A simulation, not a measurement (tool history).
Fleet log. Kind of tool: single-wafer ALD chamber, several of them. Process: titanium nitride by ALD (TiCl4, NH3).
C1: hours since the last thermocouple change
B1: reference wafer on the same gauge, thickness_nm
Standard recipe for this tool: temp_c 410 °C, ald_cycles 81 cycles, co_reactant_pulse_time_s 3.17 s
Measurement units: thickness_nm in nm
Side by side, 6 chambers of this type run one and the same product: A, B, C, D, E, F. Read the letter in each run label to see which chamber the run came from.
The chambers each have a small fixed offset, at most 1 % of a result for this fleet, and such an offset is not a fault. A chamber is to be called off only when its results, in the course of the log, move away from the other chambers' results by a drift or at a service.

{"run": "1A", "hour": 4.7, "temp_c": 410, "ald_cycles": 81, "co_reactant_pulse_time_s": 3.17, "C1": 883.3, "B1": 1.5702, "thickness_nm": 1.8173}
{"run": "2C", "hour": 9.3, "temp_c": 410, "ald_cycles": 81, "co_reactant_pulse_time_s": 3.17, "C1": 781.4, "B1": 1.5702, "thickness_nm": 1.8086}
{"run": "3F", "hour": 18.8, "temp_c": 410, "ald_cycles": 81, "co_reactant_pulse_time_s": 3.17, "C1": 1205.9, "B1": 1.5708, "thickness_nm": 1.8271}
{"run": "4E", "hour": 27.0, "temp_c": 410, "ald_cycles": 81, "co_reactant_pulse_time_s": 3.17, "C1": 1643.8, "B1": 1.5707, "thickness_nm": 1.8026}
{"run": "5B", "hour": 36.2, "temp_c": 410, "ald_cycles": 81, "co_reactant_pulse_time_s": 3.17, "C1": 681.2, "B1": 1.5717, "thickness_nm": 1.8189}
{"run": "6D", "hour": 41.4, "temp_c": 410, "ald_cycles": 81, "co_reactant_pulse_time_s": 3.17, "C1": 1807.2, "B1": 1.5714, "thickness_nm": 1.8142}
{"run": "7F", "hour": 46.4, "temp_c": 410, "ald_cycles": 81, "co_reactant_pulse_time_s": 3.17, "C1": 1233.5, "B1": 1.5717, "thickness_nm": 1.8273}
{"run": "8C", "hour": 53.0, "temp_c": 410, "ald_cycles": 81, "co_reactant_pulse_time_s": 3.17, "C1": 825.1, "B1": 1.5711, "thickness_nm": 1.8104}
{"run": "9D", "hour": 60.8, "temp_c": 410, "ald_cycles": 81, "co_reactant_pulse_time_s": 3.17, "C1": 1826.6, "B1": 1.5721, "thickness_nm": 1.8118}
{"run": "10E", "hour": 67.3, "temp_c": 410, "ald_cycles": 81, "co_reactant_pulse_time_s": 3.17, "C1": 1684.1, "B1": 1.5723, "thickness_nm": 1.8045}
{"hour": 67.7, "done": "chamber E: thermocouple changed; heater temperature recalibrated"}
{"run": "11A", "hour": 74.0, "temp_c": 410, "ald_cycles": 81, "co_reactant_pulse_time_s": 4.13, "C1": 952.6, "B1": 1.5724, "thickness_nm": 1.8296}
{"run": "12B", "hour": 81.8, "temp_c": 410, "ald_cycles": 81, "co_reactant_pulse_time_s": 4.13, "C1": 726.8, "B1": 1.5723, "thickness_nm": 1.831}
{"run": "13D", "hour": 91.8, "temp_c": 410, "ald_cycles": 81, "co_reactant_pulse_time_s": 4.13, "C1": 1857.6, "B1": 1.5732, "thickness_nm": 1.8292}
{"run": "14F", "hour": 98.4, "temp_c": 410, "ald_cycles": 81, "co_reactant_pulse_time_s": 4.13, "C1": 1285.5, "B1": 1.5733, "thickness_nm": 1.8458}
{"run": "15B", "hour": 108.2, "temp_c": 410, "ald_cycles": 81, "co_reactant_pulse_time_s": 4.13, "C1": 753.2, "B1": 1.5733, "thickness_nm": 1.8328}
{"run": "16E", "hour": 114.8, "temp_c": 410, "ald_cycles": 81, "co_reactant_pulse_time_s": 4.13, "C1": 47.2, "B1": 1.5736, "thickness_nm": 1.818}
{"run": "17A", "hour": 121.6, "temp_c": 410, "ald_cycles": 81, "co_reactant_pulse_time_s": 3.17, "C1": 1000.2, "B1": 1.574, "thickness_nm": 1.82}
{"run": "18C", "hour": 130.5, "temp_c": 410, "ald_cycles": 81, "co_reactant_pulse_time_s": 3.17, "C1": 902.6, "B1": 1.5738, "thickness_nm": 1.8133}
{"run": "19B", "hour": 135.7, "temp_c": 410, "ald_cycles": 81, "co_reactant_pulse_time_s": 3.17, "C1": 780.7, "B1": 1.5738, "thickness_nm": 1.817}
{"run": "20E", "hour": 141.9, "temp_c": 410, "ald_cycles": 76, "co_reactant_pulse_time_s": 2.37, "C1": 74.3, "B1": 1.5746, "thickness_nm": 1.6802}
{"run": "21C", "hour": 148.4, "temp_c": 410, "ald_cycles": 76, "co_reactant_pulse_time_s": 2.37, "C1": 920.5, "B1": 1.5749, "thickness_nm": 1.6866}
{"run": "22A", "hour": 155.7, "temp_c": 410, "ald_cycles": 76, "co_reactant_pulse_time_s": 2.37, "C1": 1034.3, "B1": 1.5742, "thickness_nm": 1.6974}
{"run": "23F", "hour": 164.7, "temp_c": 410, "ald_cycles": 76, "co_reactant_pulse_time_s": 2.37, "C1": 1351.8, "B1": 1.5757, "thickness_nm": 1.7012}
{"run": "24D", "hour": 171.1, "temp_c": 410, "ald_cycles": 76, "co_reactant_pulse_time_s": 2.37, "C1": 1936.9, "B1": 1.5754, "thickness_nm": 1.6967}
{"run": "25B", "hour": 178.8, "temp_c": 410, "ald_cycles": 76, "co_reactant_pulse_time_s": 2.37, "C1": 823.8, "B1": 1.5767, "thickness_nm": 1.6941}
{"run": "26D", "hour": 188.7, "temp_c": 410, "ald_cycles": 81, "co_reactant_pulse_time_s": 3.17, "C1": 1954.5, "B1": 1.576, "thickness_nm": 1.8196}
{"run": "27A", "hour": 195.3, "temp_c": 410, "ald_cycles": 81, "co_reactant_pulse_time_s": 3.17, "C1": 1073.9, "B1": 1.5763, "thickness_nm": 1.8274}
{"run": "28E", "hour": 200.1, "temp_c": 410, "ald_cycles": 81, "co_reactant_pulse_time_s": 3.17, "C1": 132.5, "B1": 1.5768, "thickness_nm": 1.8122}
{"run": "29C", "hour": 206.3, "temp_c": 410, "ald_cycles": 81, "co_reactant_pulse_time_s": 3.17, "C1": 978.4, "B1": 1.5759, "thickness_nm": 1.8204}
{"run": "30F", "hour": 212.9, "temp_c": 410, "ald_cycles": 81, "co_reactant_pulse_time_s": 3.17, "C1": 1400.0, "B1": 1.5768, "thickness_nm": 1.8336}
{"run": "31B", "hour": 222.1, "temp_c": 410, "ald_cycles": 81, "co_reactant_pulse_time_s": 3.17, "C1": 867.1, "B1": 1.5768, "thickness_nm": 1.8253}
{"run": "32A", "hour": 228.2, "temp_c": 410, "ald_cycles": 81, "co_reactant_pulse_time_s": 3.17, "C1": 1106.8, "B1": 1.5777, "thickness_nm": 1.8259}
{"run": "33C", "hour": 233.0, "temp_c": 410, "ald_cycles": 81, "co_reactant_pulse_time_s": 3.17, "C1": 1005.1, "B1": 1.5776, "thickness_nm": 1.8186}
{"run": "34E", "hour": 237.8, "temp_c": 410, "ald_cycles": 81, "co_reactant_pulse_time_s": 3.17, "C1": 170.2, "B1": 1.5779, "thickness_nm": 1.8117}
{"run": "35F", "hour": 247.6, "temp_c": 410, "ald_cycles": 81, "co_reactant_pulse_time_s": 2.44, "C1": 1434.7, "B1": 1.5777, "thickness_nm": 1.8263}
{"run": "36D", "hour": 252.8, "temp_c": 410, "ald_cycles": 81, "co_reactant_pulse_time_s": 2.44, "C1": 2018.6, "B1": 1.5781, "thickness_nm": 1.8053}
{"run": "37F", "hour": 261.7, "temp_c": 410, "ald_cycles": 81, "co_reactant_pulse_time_s": 2.44, "C1": 1448.8, "B1": 1.5789, "thickness_nm": 1.8197}
{"run": "38B", "hour": 269.9, "temp_c": 410, "ald_cycles": 81, "co_reactant_pulse_time_s": 2.44, "C1": 914.9, "B1": 1.5784, "thickness_nm": 1.8106}
{"run": "39D", "hour": 278.0, "temp_c": 410, "ald_cycles": 81, "co_reactant_pulse_time_s": 2.44, "C1": 2043.8, "B1": 1.5786, "thickness_nm": 1.8077}
{"run": "40A", "hour": 286.2, "temp_c": 410, "ald_cycles": 81, "co_reactant_pulse_time_s": 2.44, "C1": 1164.8, "B1": 1.5796, "thickness_nm": 1.8145}
{"run": "41E", "hour": 292.2, "temp_c": 410, "ald_cycles": 81, "co_reactant_pulse_time_s": 3.17, "C1": 224.6, "B1": 1.5791, "thickness_nm": 1.8158}
{"run": "42C", "hour": 300.8, "temp_c": 410, "ald_cycles": 81, "co_reactant_pulse_time_s": 3.17, "C1": 1072.9, "B1": 1.5798, "thickness_nm": 1.8167}
{"run": "43D", "hour": 305.6, "temp_c": 410, "ald_cycles": 81, "co_reactant_pulse_time_s": 3.17, "C1": 2071.4, "B1": 1.5802, "thickness_nm": 1.8214}

Next, every chamber runs the same settings. What will each give?
{"run": "44A", "hour": 312.8, "temp_c": 410, "ald_cycles": 81, "co_reactant_pulse_time_s": 3.81, "thickness_nm": "?"}
{"run": "44B", "hour": 312.8, "temp_c": 410, "ald_cycles": 81, "co_reactant_pulse_time_s": 3.81, "thickness_nm": "?"}
{"run": "44C", "hour": 312.8, "temp_c": 410, "ald_cycles": 81, "co_reactant_pulse_time_s": 3.81, "thickness_nm": "?"}
{"run": "44D", "hour": 312.8, "temp_c": 410, "ald_cycles": 81, "co_reactant_pulse_time_s": 3.81, "thickness_nm": "?"}
{"run": "44E", "hour": 312.8, "temp_c": 410, "ald_cycles": 81, "co_reactant_pulse_time_s": 3.81, "thickness_nm": "?"}
{"run": "44F", "hour": 312.8, "temp_c": 410, "ald_cycles": 81, "co_reactant_pulse_time_s": 3.81, "thickness_nm": "?"}

run=44A thickness_nm=1.8350
run=44B thickness_nm=1.8329
run=44C thickness_nm=1.8347
run=44D thickness_nm=1.8369
run=44E thickness_nm=1.8266
run=44F thickness_nm=1.8478

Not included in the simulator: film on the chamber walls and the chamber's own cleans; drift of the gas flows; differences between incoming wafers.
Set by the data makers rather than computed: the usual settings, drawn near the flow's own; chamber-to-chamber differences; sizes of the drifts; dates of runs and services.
